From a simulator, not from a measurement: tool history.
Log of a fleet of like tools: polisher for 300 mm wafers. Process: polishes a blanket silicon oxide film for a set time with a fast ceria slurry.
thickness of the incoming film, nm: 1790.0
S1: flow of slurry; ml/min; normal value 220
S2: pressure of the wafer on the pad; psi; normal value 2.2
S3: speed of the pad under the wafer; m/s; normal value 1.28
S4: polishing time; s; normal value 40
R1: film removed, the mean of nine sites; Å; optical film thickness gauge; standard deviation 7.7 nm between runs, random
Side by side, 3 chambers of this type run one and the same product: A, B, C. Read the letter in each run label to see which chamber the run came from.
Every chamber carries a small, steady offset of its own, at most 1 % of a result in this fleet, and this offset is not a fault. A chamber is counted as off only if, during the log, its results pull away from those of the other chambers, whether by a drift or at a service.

run	hour	S1	S2	S3	S4	R1
1C	3.3	220	2.2	1.28	40	6811.4
2A	6.5	220	2.2	1.28	40	6763.2
3B	9.1	220	2.2	1.28	40	6736.0
# hour 12.3: chamber B: worn pad replaced by a new one
4C	12.8	220	2.2	1.28	40	6709.9
5B	16.7	220	2.2	1.28	40	6743.3
6A	20.5	220	2.2	1.28	40	6691.2
7C	24.7	220	2.2	1.28	40	6739.3
8A	28.5	220	2.2	1.28	40	6763.2
9B	32.4	150	2.2	1.28	40	6354.1
10A	36.8	150	2.2	1.28	40	6533.9
11C	39.5	150	2.2	1.28	40	6389.2
12B	44.0	220	2.2	1.28	40	6735.4
13A	48.1	220	2.2	1.28	40	6942.1
14C	51.4	220	2.2	1.28	40	6674.5
15B	54.9	220	2.2	1.28	40	6862.2
16C	57.5	220	2.2	1.28	40	6687.2
17B	61.9	220	2.2	1.28	40	6777.3
18A	64.0	220	2.2	1.28	40	6748.2
19C	66.3	220	2.2	1.28	40	6573.9
20B	68.4	220	2.2	1.28	40	6711.7
21A	72.6	220	2.2	1.28	40	6727.5
22A	76.6	220	2.2	1.28	40	6595.1
23C	79.5	220	2.2	1.28	40	6675.3
24B	82.3	220	2.2	1.28	40	6670.3
25C	85.8	150	2.6	1.28	40	7547.3
26B	88.9	150	2.6	1.28	40	7619.3
27A	92.5	150	2.6	1.28	40	7450.4
28A	96.9	220	2.2	1.64	40	8749.3
29B	100.2	220	2.2	1.64	40	8605.8
30C	102.9	220	2.2	1.64	40	8610.9
31B	107.2	220	2.2	1.28	40	6782.3
32C	110.9	220	2.2	1.28	40	6785.6
33A	115.3	220	2.2	1.28	40	6931.5
34B	117.5	220	2.2	1.28	40	6815.6
35A	120.0	220	1.8	1.42	40	6075.7
# hour 120.5: chamber C: worn pad replaced by a new one
# hour 124.0: chamber B: worn pad replaced by a new one
36C	124.5	220	1.8	1.42	40	6212.4
# hour 127.7: chamber A: worn pad replaced by a new one
37C	128.0	220	1.8	1.42	40	6234.0
38A	131.1	220	2.2	1.28	40	6726.2
39B	135.0	220	2.2	1.28	40	6781.6
40A	139.4	220	2.2	1.28	40	6794.9
41C	141.6	220	2.2	1.28	40	6719.8
42B	145.1	220	2.2	1.28	40	6782.6

Does one chamber stand apart from the rest, does the shared gauge drift, or is all well apart from small per-chamber offsets? Give the chamber and the most likely cause, where there is one.

No chamber stands off beyond its own small offset, and the gauge holds steady.
